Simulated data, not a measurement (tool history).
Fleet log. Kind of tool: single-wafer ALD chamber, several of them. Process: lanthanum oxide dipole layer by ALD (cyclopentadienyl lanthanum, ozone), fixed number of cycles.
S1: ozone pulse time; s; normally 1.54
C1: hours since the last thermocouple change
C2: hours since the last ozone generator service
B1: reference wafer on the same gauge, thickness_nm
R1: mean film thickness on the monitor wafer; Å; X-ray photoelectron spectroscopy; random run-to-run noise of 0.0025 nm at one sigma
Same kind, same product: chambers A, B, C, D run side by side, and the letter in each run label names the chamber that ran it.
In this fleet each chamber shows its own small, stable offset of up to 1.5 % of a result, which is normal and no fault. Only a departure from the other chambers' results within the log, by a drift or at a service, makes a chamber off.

run	hour	S1	C1	C2	B1	R1
1A	6.3	1.54	712.8	1241.6	0.47053	5.4977
2D	17	1.54	425.9	611.7	0.47021	5.4989
3C	23.2	1.54	1118.9	1206	0.46964	5.5474
4B	29.1	1.54	938.1	412.1	0.46997	5.5816
5D	40	1.54	448.9	634.7	0.47012	5.5185
6B	49.9	1.54	958.9	432.9	0.47024	5.5923
7C	62.3	1.04	1158	1245.1	0.46955	5.0297
8A	73.9	1.04	780.4	1309.2	0.47041	4.9917
9B	85.5	1.04	994.5	468.5	0.47043	5.1265
10D	98	1.04	506.9	692.7	0.47015	5.1002
11A	103.8	2.05	810.3	1339.1	0.46948	5.6495
12C	109.5	2.05	1205.2	1292.3	0.4699	5.7306
13D	117.7	2.05	526.6	712.4	0.46991	5.6752
14C	126.2	2.05	1221.9	1309	0.47005	5.6672
15B	137.4	1.54	1046.4	520.4	0.47026	5.5556
16A	144.2	1.16	850.7	1379.5	0.46976	5.1284
# hour 151.8: chamber A: ozone generator serviced
17B	152.2	1.16	1061.2	535.2	0.46998	5.2987
18C	158	1.16	1253.7	1340.8	0.46967	5.2205
19D	167.7	1.16	576.6	762.4	0.46987	5.2029
20A	175.4	1.2	881.9	23.7	0.46945	5.2254
21B	185.5	1.2	1094.5	568.5	0.46923	5.3046
22A	197.3	1.2	903.8	45.6	0.46931	5.2278
23C	206.9	1.2	1302.6	1389.7	0.46937	5.279
24D	217.8	1.54	626.7	812.5	0.46985	5.532
25A	227.7	1.54	934.2	76	0.46982	5.4597

For the next run the whole fleet of 4 chambers uses the same settings. Give each chamber's results:
26A	236.7	1.96				?
26B	236.7	1.96				?
26C	236.7	1.96				?
26D	236.7	1.96				?

run	R1
26A	5.5898
26B	5.7185
26C	5.6437
26D	5.6519
